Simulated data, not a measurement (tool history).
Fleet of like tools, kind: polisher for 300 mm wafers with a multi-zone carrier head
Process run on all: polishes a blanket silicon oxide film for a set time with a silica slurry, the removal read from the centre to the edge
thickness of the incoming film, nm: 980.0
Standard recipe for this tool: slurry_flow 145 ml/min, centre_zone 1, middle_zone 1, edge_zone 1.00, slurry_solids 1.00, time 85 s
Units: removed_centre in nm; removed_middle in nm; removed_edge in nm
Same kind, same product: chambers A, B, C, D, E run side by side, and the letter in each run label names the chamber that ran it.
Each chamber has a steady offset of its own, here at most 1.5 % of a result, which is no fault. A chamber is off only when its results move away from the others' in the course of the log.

| run | hour | slurry_flow | centre_zone | middle_zone | edge_zone | slurry_solids | time | removed_centre | removed_middle | removed_edge |
|---|---|---|---|---|---|---|---|---|---|---|
| 1E | 13.2 | 145 | 1 | 1 | 1.00 | 1.00 | 85 | 204.67 | 204.93 | 205.29 |
|  | 18.8 | chamber A: edge zone pressure recalibrated |
| 2B | 22.5 | 145 | 1 | 1 | 1.00 | 1.00 | 85 | 202.68 | 201.24 | 197.88 |
| 3A | 31.5 | 145 | 1 | 1 | 1.00 | 1.00 | 85 | 203.98 | 204.61 | 202.00 |
|  | 40.3 | chamber D: worn pad replaced by a new one |
| 4D | 43.4 | 145 | 1 | 1 | 1.00 | 1.00 | 85 | 203.99 | 202.28 | 201.17 |
| 5C | 53.4 | 145 | 1 | 1 | 1.00 | 1.00 | 85 | 201.39 | 197.59 | 200.04 |
| 6E | 64.0 | 145 | 1 | 1 | 1.00 | 1.00 | 85 | 201.96 | 204.27 | 196.96 |
|  | 66.0 | chamber B: worn pad replaced by a new one |
| 7D | 72.2 | 145 | 1 | 1 | 1.00 | 1.00 | 85 | 204.62 | 201.48 | 200.29 |
|  | 81.1 | chamber A: worn pad replaced by a new one |
| 8A | 83.8 | 145 | 1 | 1 | 1.00 | 1.00 | 85 | 205.27 | 198.82 | 202.44 |
|  | 88.9 | chamber A: slurry nozzle cleaned |
| 9C | 91.3 | 145 | 1 | 1 | 1.00 | 1.00 | 85 | 204.84 | 199.37 | 210.16 |
| 10B | 101.0 | 145 | 1 | 1 | 1.00 | 1.00 | 85 | 206.02 | 200.84 | 203.53 |
| 11C | 108.1 | 145 | 1 | 1 | 1.00 | 1.00 | 85 | 204.10 | 201.28 | 200.13 |
| 12B | 119.4 | 145 | 1 | 1 | 1.00 | 1.00 | 85 | 203.35 | 203.64 | 201.07 |
| 13D | 128.9 | 145 | 1 | 1 | 1.00 | 1.00 | 85 | 207.57 | 200.15 | 201.04 |
|  | 130.2 | chamber E: worn pad replaced by a new one |
|  | 134.0 | chamber C: worn pad replaced by a new one |
| 14E | 135.8 | 145 | 1 | 1 | 1.00 | 1.00 | 85 | 198.16 | 201.86 | 210.65 |
| 15A | 144.9 | 100 | 1 | 1 | 1.00 | 1.15 | 85 | 194.29 | 194.04 | 202.53 |
|  | 146.8 | chamber B: worn pad replaced by a new one |
|  | 150.9 | chamber C: slurry nozzle cleaned |
| 16C | 157.7 | 100 | 1 | 1 | 1.00 | 1.15 | 85 | 194.07 | 198.10 | 201.98 |
|  | 157.8 | chamber A: worn pad replaced by a new one |
| 17E | 170.8 | 100 | 1 | 1 | 1.00 | 1.15 | 85 | 192.13 | 195.35 | 207.18 |
| 18A | 184.3 | 100 | 1 | 1 | 1.00 | 1.15 | 85 | 198.45 | 198.87 | 201.42 |
|  | 196.4 | chamber D: worn pad replaced by a new one |
| 19D | 197.5 | 100 | 1 | 1 | 1.00 | 1.15 | 85 | 198.30 | 193.18 | 202.82 |
| 20B | 207.5 | 145 | 1 | 1 | 1.00 | 1.00 | 85 | 209.06 | 197.75 | 204.38 |
| 21A | 216.4 | 145 | 1 | 1 | 1.00 | 1.00 | 85 | 205.46 | 198.59 | 199.62 |
| 22E | 227.2 | 145 | 1 | 1 | 1.00 | 1.00 | 85 | 206.24 | 198.70 | 199.91 |
|  | 234.7 | chamber B: worn pad replaced by a new one |
| 23C | 238.9 | 145 | 1 | 1 | 1.00 | 1.00 | 85 | 204.27 | 195.95 | 204.81 |
|  | 239.3 | chamber A: worn pad replaced by a new one |
| 24B | 249.4 | 145 | 1 | 1 | 1.00 | 1.00 | 85 | 214.32 | 205.03 | 205.55 |
| 25D | 255.7 | 145 | 1 | 1 | 1.00 | 1.00 | 85 | 206.88 | 203.68 | 201.98 |
| 26B | 265.3 | 145 | 1 | 1 | 1.11 | 0.75 | 85 | 185.52 | 175.18 | 188.00 |
| 27C | 273.2 | 145 | 1 | 1 | 1.11 | 0.75 | 85 | 178.69 | 170.58 | 185.71 |
|  | 274.7 | chamber D: slurry nozzle cleaned |
|  | 275.2 | chamber C: worn pad replaced by a new one |
|  | 285.8 | chamber B: edge zone pressure recalibrated |
| 28D | 286.0 | 145 | 1 | 1 | 1.11 | 0.75 | 85 | 176.72 | 176.74 | 190.66 |
|  | 296.6 | chamber D: centre zone pressure recalibrated |
| 29E | 297.8 | 145 | 1 | 1 | 1.11 | 0.75 | 85 | 176.61 | 174.45 | 190.00 |
| 30A | 311.3 | 145 | 1 | 1 | 1.11 | 0.75 | 85 | 175.46 | 173.16 | 187.93 |
|  | 312.1 | chamber B: worn pad replaced by a new one |
| 31B | 317.5 | 145 | 1 | 1 | 1.00 | 1.00 | 85 | 210.34 | 199.76 | 197.81 |
| 32A | 330.3 | 145 | 1 | 1 | 1.00 | 1.00 | 85 | 205.65 | 201.18 | 200.94 |
|  | 331.6 | chamber A: worn pad replaced by a new one |
|  | 336.6 | chamber C: edge zone pressure recalibrated |
|  | 339.7 | chamber D: worn pad replaced by a new one |
| 33E | 341.4 | 105 | 1 | 1 | 1.00 | 1.00 | 85 | 185.26 | 183.68 | 196.29 |
| 34D | 347.9 | 105 | 1 | 1 | 1.00 | 1.00 | 85 | 188.91 | 191.38 | 195.86 |
|  | 353.3 | chamber E: worn pad replaced by a new one |
| 35C | 359.4 | 105 | 1 | 1 | 1.00 | 1.00 | 85 | 184.28 | 186.52 | 194.48 |
| 36A | 366.0 | 105 | 1 | 1 | 1.00 | 1.00 | 85 | 193.15 | 186.98 | 194.73 |
| 37D | 372.4 | 105 | 1 | 1 | 1.00 | 1.00 | 85 | 189.69 | 187.49 | 192.09 |
| 38B | 379.5 | 145 | 1 | 1 | 1.00 | 1.00 | 85 | 218.39 | 199.41 | 202.92 |
| 39E | 391.8 | 145 | 1 | 1 | 1.00 | 1.00 | 85 | 204.98 | 196.78 | 205.37 |
| 40C | 400.2 | 145 | 1 | 1 | 1.00 | 1.00 | 85 | 203.07 | 200.12 | 198.50 |
| 41C | 412.4 | 145 | 1 | 1 | 1.00 | 1.00 | 85 | 205.52 | 197.85 | 205.57 |

One chamber off, gauge drift, or nothing amiss beyond the chambers' own small offsets? If it is a chamber, which one, and what is the likeliest cause?

One chamber, B, drifts off from the rest bit by bit.
Cause: centre zone's pressure above its setpoint, % = 8.

Which of the 4 candidates below, each the usual settings with something changed and its results left as question marks, puts chamber B back in line with what the other chambers give on the usual settings?
In line here means within this much of the mean the other chambers give on the usual settings: removed_centre 9.10 nm; removed_middle 9.90 nm; removed_edge 10.00 nm
| 42B-1 | 422.4 | 150 | 1.06 | 0.99 | 0.97 | 1.00 | 85 | ? | ? | ? |
| 42B-2 | 422.4 | 135 | 0.87 | 1.01 | 1.05 | 1.00 | 85 | ? | ? | ? |
| 42B-3 | 422.4 | 155 | 1.13 | 0.99 | 0.95 | 1.00 | 85 | ? | ? | ? |
| 42B-4 | 422.4 | 140 | 0.94 | 1.01 | 1.03 | 1.00 | 85 | ? | ? | ? |

Usual-settings mean across the other chambers: removed_centre 204.04 nm; removed_middle 201.70 nm; removed_edge 203.62 nm
| run | removed_centre | removed_middle | removed_edge |
|---|---|---|---|
| 42B-1 | 234.73 | 201.58 | 200.12 |
| 42B-2 | 184.74 | 201.20 | 205.32 |
| 42B-3 | 253.26 | 202.76 | 198.89 |
| 42B-4 | 202.85 | 202.66 | 204.36 |
The right change is 42B-4: it brings the chamber back within the allowed miss of the others.
